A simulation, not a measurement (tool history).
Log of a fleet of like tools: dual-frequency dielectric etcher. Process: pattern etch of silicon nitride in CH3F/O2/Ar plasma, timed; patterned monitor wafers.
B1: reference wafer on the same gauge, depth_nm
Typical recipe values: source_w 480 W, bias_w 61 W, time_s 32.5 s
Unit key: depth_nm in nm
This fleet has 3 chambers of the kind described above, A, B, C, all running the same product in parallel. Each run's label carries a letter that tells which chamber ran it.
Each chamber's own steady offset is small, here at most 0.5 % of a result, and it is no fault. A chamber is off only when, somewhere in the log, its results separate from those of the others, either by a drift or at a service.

{"run": "1C", "hour": 9.1, "source_w": 480, "bias_w": 61, "time_s": 32.5, "B1": 23.406, "depth_nm": 23.194}
{"run": "2B", "hour": 20.4, "source_w": 480, "bias_w": 61, "time_s": 32.5, "B1": 23.396, "depth_nm": 23.227}
{"run": "3A", "hour": 33.0, "source_w": 480, "bias_w": 61, "time_s": 32.5, "B1": 23.385, "depth_nm": 23.096}
{"run": "4A", "hour": 44.2, "source_w": 480, "bias_w": 61, "time_s": 32.5, "B1": 23.413, "depth_nm": 23.118}
{"run": "5B", "hour": 54.6, "source_w": 480, "bias_w": 61, "time_s": 32.5, "B1": 23.399, "depth_nm": 23.189}
{"run": "6C", "hour": 70.7, "source_w": 480, "bias_w": 61, "time_s": 32.5, "B1": 23.41, "depth_nm": 23.119}
{"run": "7C", "hour": 79.3, "source_w": 480, "bias_w": 61, "time_s": 32.5, "B1": 23.384, "depth_nm": 23.101}
{"run": "8B", "hour": 95.5, "source_w": 480, "bias_w": 61, "time_s": 32.5, "B1": 23.397, "depth_nm": 23.257}
{"run": "9A", "hour": 106.5, "source_w": 480, "bias_w": 61, "time_s": 32.5, "B1": 23.396, "depth_nm": 23.1}
{"run": "10C", "hour": 115.8, "source_w": 480, "bias_w": 61, "time_s": 32.5, "B1": 23.394, "depth_nm": 23.199}
{"run": "11B", "hour": 125.1, "source_w": 480, "bias_w": 61, "time_s": 32.5, "B1": 23.397, "depth_nm": 23.187}
{"run": "12A", "hour": 132.6, "source_w": 480, "bias_w": 61, "time_s": 32.5, "B1": 23.4, "depth_nm": 23.065}
{"run": "13A", "hour": 148.6, "source_w": 480, "bias_w": 61, "time_s": 32.5, "B1": 23.401, "depth_nm": 23.015}
{"run": "14C", "hour": 162.3, "source_w": 480, "bias_w": 61, "time_s": 32.5, "B1": 23.384, "depth_nm": 23.086}
{"run": "15B", "hour": 176.9, "source_w": 480, "bias_w": 61, "time_s": 32.5, "B1": 23.394, "depth_nm": 23.353}
{"run": "16A", "hour": 186.0, "source_w": 480, "bias_w": 61, "time_s": 32.5, "B1": 23.402, "depth_nm": 23.018}
{"hour": 194.7, "done": "chamber C: wet clean of the chamber"}
{"run": "17C", "hour": 198.6, "source_w": 480, "bias_w": 61, "time_s": 32.5, "B1": 23.377, "depth_nm": 23.519}
{"run": "18B", "hour": 208.6, "source_w": 480, "bias_w": 61, "time_s": 32.5, "B1": 23.401, "depth_nm": 23.163}
{"run": "19C", "hour": 216.9, "source_w": 480, "bias_w": 61, "time_s": 32.5, "B1": 23.417, "depth_nm": 23.587}
{"hour": 229.5, "done": "chamber B: wet clean of the chamber"}
{"run": "20A", "hour": 230.6, "source_w": 480, "bias_w": 61, "time_s": 32.5, "B1": 23.408, "depth_nm": 23.17}
{"run": "21B", "hour": 242.8, "source_w": 480, "bias_w": 61, "time_s": 26, "B1": 23.409, "depth_nm": 18.559}
{"run": "22C", "hour": 258.8, "source_w": 480, "bias_w": 61, "time_s": 26, "B1": 23.405, "depth_nm": 18.799}
{"run": "23B", "hour": 270.6, "source_w": 480, "bias_w": 61, "time_s": 26, "B1": 23.387, "depth_nm": 18.515}
{"run": "24A", "hour": 281.3, "source_w": 480, "bias_w": 61, "time_s": 32.5, "B1": 23.411, "depth_nm": 23.14}
{"run": "25B", "hour": 291.0, "source_w": 480, "bias_w": 61, "time_s": 32.5, "B1": 23.406, "depth_nm": 23.228}
{"run": "26C", "hour": 305.5, "source_w": 480, "bias_w": 61, "time_s": 32.5, "B1": 23.387, "depth_nm": 23.541}
{"run": "27A", "hour": 321.0, "source_w": 530, "bias_w": 61, "time_s": 32.5, "B1": 23.398, "depth_nm": 23.949}
{"run": "28B", "hour": 330.3, "source_w": 530, "bias_w": 61, "time_s": 32.5, "B1": 23.393, "depth_nm": 24.01}
{"run": "29C", "hour": 340.2, "source_w": 530, "bias_w": 61, "time_s": 32.5, "B1": 23.417, "depth_nm": 24.534}
{"run": "30A", "hour": 349.4, "source_w": 480, "bias_w": 61, "time_s": 32.5, "B1": 23.404, "depth_nm": 23.092}
{"run": "31B", "hour": 359.8, "source_w": 480, "bias_w": 61, "time_s": 32.5, "B1": 23.405, "depth_nm": 23.171}
{"run": "32A", "hour": 369.1, "source_w": 480, "bias_w": 61, "time_s": 32.5, "B1": 23.388, "depth_nm": 22.964}
{"run": "33C", "hour": 377.4, "source_w": 480, "bias_w": 61, "time_s": 32.5, "B1": 23.388, "depth_nm": 23.568}
{"run": "34C", "hour": 391.3, "source_w": 480, "bias_w": 61, "time_s": 27, "B1": 23.404, "depth_nm": 19.513}
{"run": "35B", "hour": 407.1, "source_w": 480, "bias_w": 61, "time_s": 27, "B1": 23.402, "depth_nm": 19.254}
{"run": "36A", "hour": 419.2, "source_w": 480, "bias_w": 61, "time_s": 27, "B1": 23.391, "depth_nm": 19.199}

Decide between three cases: one chamber stands off from its peers, the gauge reading all wafers drifts, or nothing is wrong past each chamber's small offset. Where a chamber is off, say which and what most likely put it there.

A service left chamber C off against the others.
Most likely cause: etch rate over this chamber's usual, % = 2.11.

Here are 4 candidates for chamber C's next run, each the usual settings with a change, their results left as question marks. Which one brings its results back in line with what the others give on the usual settings?
Counts as in line when no further than this from what the other chambers average on the usual settings: depth_nm 0.2 nm
{"run": "37C-1", "hour": 431.0, "source_w": 480, "bias_w": 60, "time_s": 32.5, "depth_nm": "?"}
{"run": "37C-2", "hour": 431.0, "source_w": 480, "bias_w": 57, "time_s": 32.5, "depth_nm": "?"}
{"run": "37C-3", "hour": 431.0, "source_w": 480, "bias_w": 65, "time_s": 32.5, "depth_nm": "?"}
{"run": "37C-4", "hour": 431.0, "source_w": 480, "bias_w": 62, "time_s": 32.5, "depth_nm": "?"}

The mean the other chambers reach with the usual settings: depth_nm 23.127 nm
run=37C-1 depth_nm=23.464
run=37C-2 depth_nm=23.086
run=37C-3 depth_nm=24.077
run=37C-4 depth_nm=23.712
It is 37C-2 that realigns the chamber with its peers.

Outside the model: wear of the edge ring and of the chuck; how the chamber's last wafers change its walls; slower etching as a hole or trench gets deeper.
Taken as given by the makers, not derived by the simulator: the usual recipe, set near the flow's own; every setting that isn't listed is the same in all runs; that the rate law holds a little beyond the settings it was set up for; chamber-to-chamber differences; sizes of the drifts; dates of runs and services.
